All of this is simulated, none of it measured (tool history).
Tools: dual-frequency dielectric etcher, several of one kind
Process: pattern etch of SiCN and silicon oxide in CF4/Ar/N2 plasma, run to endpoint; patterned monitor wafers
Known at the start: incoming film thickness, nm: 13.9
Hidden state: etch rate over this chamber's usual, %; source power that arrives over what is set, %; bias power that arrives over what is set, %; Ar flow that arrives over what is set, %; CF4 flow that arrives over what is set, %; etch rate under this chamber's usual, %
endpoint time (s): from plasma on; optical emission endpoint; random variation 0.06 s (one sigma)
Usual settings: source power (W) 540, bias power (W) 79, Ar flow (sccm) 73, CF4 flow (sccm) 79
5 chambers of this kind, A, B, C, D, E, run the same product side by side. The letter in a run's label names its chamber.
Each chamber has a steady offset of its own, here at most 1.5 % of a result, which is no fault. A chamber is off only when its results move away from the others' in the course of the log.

run	hour	source power (W)	bias power (W)	Ar flow (sccm)	CF4 flow (sccm)	hours since the last wet clean	hours since the last source power generator calibration	hours since the last bias power generator calibration	hours since the last Ar flow controller change	hours since the last CF4 flow controller change	endpoint time (s)
1E	6	540	79	73	79	33.5	767.5	1013.5	73.4	2317.5	12.497
2D	10.9	540	79	73	79	106.1	612.9	175.1	1946	5122.8	12.579
3C	16.3	540	79	73	79	331.8	936.7	2149.8	1502	933	12.66
4B	22.4	540	79	73	79	85.7	2356.6	2394.9	3142.8	535.7	12.615
# hour 28.5: chamber C: wet clean of the chamber
5A	31.9	540	79	73	79	244.1	3390.3	1237.4	1736.1	1665.8	12.617
6C	42.8	540	79	73	60	14.4	963.2	2176.3	1528.5	959.5	13.026
7D	52.5	540	79	73	60	147.7	654.5	216.7	1987.6	5164.4	13.094
8B	58.6	540	79	73	60	121.9	2392.8	2431.1	3179	571.9	12.947
9E	63.5	540	79	73	60	91	825	1071	130.9	2375	12.836
10A	74	540	79	73	60	286.2	3432.4	1279.5	1778.2	1707.9	13.069
11E	79.4	540	79	73	79	106.9	840.9	1086.9	146.8	2390.9	12.352
12D	89	540	79	73	79	184.2	691	253.2	2024.1	5200.9	12.575
13B	94.4	540	79	73	79	157.7	2428.6	2466.9	3214.8	607.7	12.478
14C	102.4	540	79	73	79	74	1022.8	2235.9	1588.1	1019.1	12.562
15A	110.3	540	79	73	79	322.5	3468.7	1315.8	1814.5	1744.2	12.606
16A	120	540	79	73	79	332.2	3478.4	1325.5	1824.2	1753.9	12.613
# hour 125.2: chamber D: CF4 flow controller replaced
17D	130.6	540	79	73	98	225.8	732.6	294.8	2065.7	5.4	12.31
18C	139.9	540	79	73	98	111.5	1060.3	2273.4	1625.6	1056.6	12.244
19B	147.3	540	79	73	98	210.6	2481.5	2519.8	3267.7	660.6	12.202
20E	153.4	540	79	73	98	180.9	914.9	1160.9	220.8	2464.9	12.124
21B	164.2	540	79	73	98	227.5	2498.4	2536.7	3284.6	677.5	12.233
# hour 167.1: chamber A: wet clean of the chamber
22A	169.6	540	79	73	79	2.5	3528	1375.1	1873.8	1803.5	12.628
23E	180.4	540	79	73	79	207.9	941.9	1187.9	247.8	2491.9	12.341
24C	188.8	540	79	73	79	160.4	1109.2	2322.3	1674.5	1105.5	12.635
# hour 194.2: chamber A: source power generator calibrated
25D	194.9	540	60	73	79	290.1	796.9	359.1	2130	69.7	13.682
26C	200.9	540	60	73	79	172.5	1121.3	2334.4	1686.6	1117.6	13.844
27B	208.6	540	60	73	79	271.9	2542.8	2581.1	3329	721.9	13.656
28E	214.4	540	60	73	79	241.9	975.9	1221.9	281.8	2525.9	13.479
29A	223.8	540	60	73	79	56.7	29.7	1429.3	1928	1857.7	13.693
30D	232.7	540	79	73	79	327.9	834.7	396.9	2167.8	107.5	12.659
31C	243.5	540	79	73	79	215.1	1163.9	2377	1729.2	1160.2	12.552
32E	248.8	540	79	73	79	276.3	1010.3	1256.3	316.2	2560.3	12.379
33A	255.4	540	79	73	79	88.3	61.3	1460.9	1959.6	1889.3	12.665
34D	261.5	540	79	73	79	356.7	863.5	425.7	2196.6	136.3	12.711
35B	271.4	540	79	73	79	334.7	2605.6	2643.9	3391.8	784.7	12.509
36A	282.3	540	79	73	79	115.2	88.2	1487.8	1986.5	1916.2	12.503

All 5 chambers run these settings next. Forecast each chamber's results:
37A	290.1	540	79	84	79						?
37B	290.1	540	79	84	79						?
37C	290.1	540	79	84	79						?
37D	290.1	540	79	84	79						?
37E	290.1	540	79	84	79						?

run	endpoint time (s)
37A	12.982
37B	12.837
37C	12.802
37D	12.898
37E	12.691
